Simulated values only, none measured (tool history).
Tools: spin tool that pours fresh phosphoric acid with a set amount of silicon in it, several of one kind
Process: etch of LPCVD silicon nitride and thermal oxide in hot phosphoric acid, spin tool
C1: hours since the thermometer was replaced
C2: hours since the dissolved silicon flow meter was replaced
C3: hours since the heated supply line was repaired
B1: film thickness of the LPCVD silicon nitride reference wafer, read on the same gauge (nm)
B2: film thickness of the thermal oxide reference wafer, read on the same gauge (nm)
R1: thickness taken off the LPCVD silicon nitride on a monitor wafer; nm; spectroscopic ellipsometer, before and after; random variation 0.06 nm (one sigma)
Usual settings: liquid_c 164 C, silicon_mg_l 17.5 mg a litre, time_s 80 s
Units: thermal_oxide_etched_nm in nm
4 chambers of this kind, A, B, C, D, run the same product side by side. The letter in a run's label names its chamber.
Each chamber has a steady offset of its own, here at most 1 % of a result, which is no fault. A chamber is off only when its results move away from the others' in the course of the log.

Run 1B, hour 15.6: usual settings; C1 2485; C2 40; C3 354.4; B1 79.995; B2 79.976. Result: R1 7.5086 nm, thermal_oxide_etched_nm 0.20912 nm.
Run 2A, hour 29.6: usual settings; C1 2238.9; C2 436.7; C3 574.9; B1 79.985; B2 79.938. Result: R1 7.4889 nm, thermal_oxide_etched_nm 0.2224 nm.
Run 3C, hour 41.7: usual settings; C1 240.4; C2 435.8; C3 1021.7; B1 80.024; B2 80.014. Result: R1 7.4303 nm, thermal_oxide_etched_nm 0.18509 nm.
Run 4D, hour 57.3: usual settings; C1 623.7; C2 630.5; C3 802.4; B1 80.003; B2 80.032. Result: R1 7.4757 nm, thermal_oxide_etched_nm 0.24943 nm.
Run 5C, hour 73.6: usual settings; C1 272.3; C2 467.7; C3 1053.6; B1 80; B2 80.013. Result: R1 7.5279 nm, thermal_oxide_etched_nm 0.18357 nm.
Run 6D, hour 84.2: usual settings; C1 650.6; C2 657.4; C3 829.3; B1 79.986; B2 80.024. Result: R1 7.4883 nm, thermal_oxide_etched_nm 0.20341 nm.
Run 7A, hour 100.7: usual settings; C1 2310; C2 507.8; C3 646; B1 80.035; B2 80.012. Result: R1 7.5444 nm, thermal_oxide_etched_nm 0.18984 nm.
Run 8B, hour 109.6: usual settings; C1 2579; C2 134; C3 448.4; B1 80.028; B2 79.999. Result: R1 7.5404 nm, thermal_oxide_etched_nm 0.2413 nm.
Run 9A, hour 125: usual settings; C1 2334.3; C2 532.1; C3 670.3; B1 79.994; B2 79.987. Result: R1 7.5767 nm, thermal_oxide_etched_nm 0.24351 nm.
Run 10B, hour 138.7: usual settings but liquid_c 162.5 C; C1 2608.1; C2 163.1; C3 477.5; B1 79.992; B2 80.024. Result: R1 7.04 nm, thermal_oxide_etched_nm 0.17689 nm.
Run 11D, hour 152: usual settings but liquid_c 162.5 C; C1 718.4; C2 725.2; C3 897.1; B1 80.003; B2 79.972. Result: R1 7.0803 nm, thermal_oxide_etched_nm 0.17494 nm.
Run 12C, hour 166.7: usual settings but liquid_c 162.5 C; C1 365.4; C2 560.8; C3 1146.7; B1 80.001; B2 80.018. Result: R1 7.0925 nm, thermal_oxide_etched_nm 0.16132 nm.
Run 13C, hour 179.3: usual settings but liquid_c 162.5 C; C1 378; C2 573.4; C3 1159.3; B1 79.991; B2 80.008. Result: R1 7.0878 nm, thermal_oxide_etched_nm 0.17263 nm.
Run 14A, hour 193.6: usual settings; C1 2402.9; C2 600.7; C3 738.9; B1 79.981; B2 79.986. Result: R1 7.5469 nm, thermal_oxide_etched_nm 0.19032 nm.
Run 15D, hour 206.5: usual settings; C1 772.9; C2 779.7; C3 951.6; B1 79.97; B2 79.993. Result: R1 7.4024 nm, thermal_oxide_etched_nm 0.20614 nm.
Run 16B, hour 218.5: usual settings; C1 2687.9; C2 242.9; C3 557.3; B1 79.962; B2 80.019. Result: R1 7.5085 nm, thermal_oxide_etched_nm 0.21066 nm.
Run 17B, hour 234.3: usual settings; C1 2703.7; C2 258.7; C3 573.1; B1 80.003; B2 79.972. Result: R1 7.547 nm, thermal_oxide_etched_nm 0.20809 nm.
Run 18D, hour 244: usual settings but time_s 120 s; C1 810.4; C2 817.2; C3 989.1; B1 79.991; B2 79.982. Result: R1 11.132 nm, thermal_oxide_etched_nm 0.28572 nm.
Run 19C, hour 255.6: usual settings but time_s 120 s; C1 454.3; C2 649.7; C3 1235.6; B1 80.009; B2 80.021. Result: R1 11.2 nm, thermal_oxide_etched_nm 0.33288 nm.
Run 20A, hour 269.3: usual settings but time_s 120 s; C1 2478.6; C2 676.4; C3 814.6; B1 79.995; B2 79.981. Result: R1 11.337 nm, thermal_oxide_etched_nm 0.3054 nm.
Run 21D, hour 276.6: usual settings but time_s 120 s; C1 843; C2 849.8; C3 1021.7; B1 80.047; B2 80.011. Result: R1 11.206 nm, thermal_oxide_etched_nm 0.27703 nm.
Run 22A, hour 292.5: usual settings; C1 2501.8; C2 699.6; C3 837.8; B1 80; B2 79.975. Result: R1 7.4164 nm, thermal_oxide_etched_nm 0.1777 nm.
Run 23B, hour 307.5: usual settings; C1 2776.9; C2 331.9; C3 646.3; B1 80.016; B2 80.009. Result: R1 7.5028 nm, thermal_oxide_etched_nm 0.21082 nm.
Run 24C, hour 320.7: usual settings; C1 519.4; C2 714.8; C3 1300.7; B1 79.98; B2 80.029. Result: R1 7.3211 nm, thermal_oxide_etched_nm 0.25133 nm.
Run 25D, hour 336.4: usual settings; C1 902.8; C2 909.6; C3 1081.5; B1 80.004; B2 79.986. Result: R1 7.3605 nm, thermal_oxide_etched_nm 0.21634 nm.

All 4 chambers run these settings next. Forecast each chamber's results:
Run 26A, hour 348.2: usual settings. Result: R1 ?, thermal_oxide_etched_nm ?.
Run 26B, hour 348.2: usual settings. Result: R1 ?, thermal_oxide_etched_nm ?.
Run 26C, hour 348.2: usual settings. Result: R1 ?, thermal_oxide_etched_nm ?.
Run 26D, hour 348.2: usual settings. Result: R1 ?, thermal_oxide_etched_nm ?.

run      R1  thermal_oxide_etched_nm
26A  7.5029                   0.1746
26B  7.4419                  0.26203
26C  7.4504                  0.18028
26D  7.3897                   0.2219
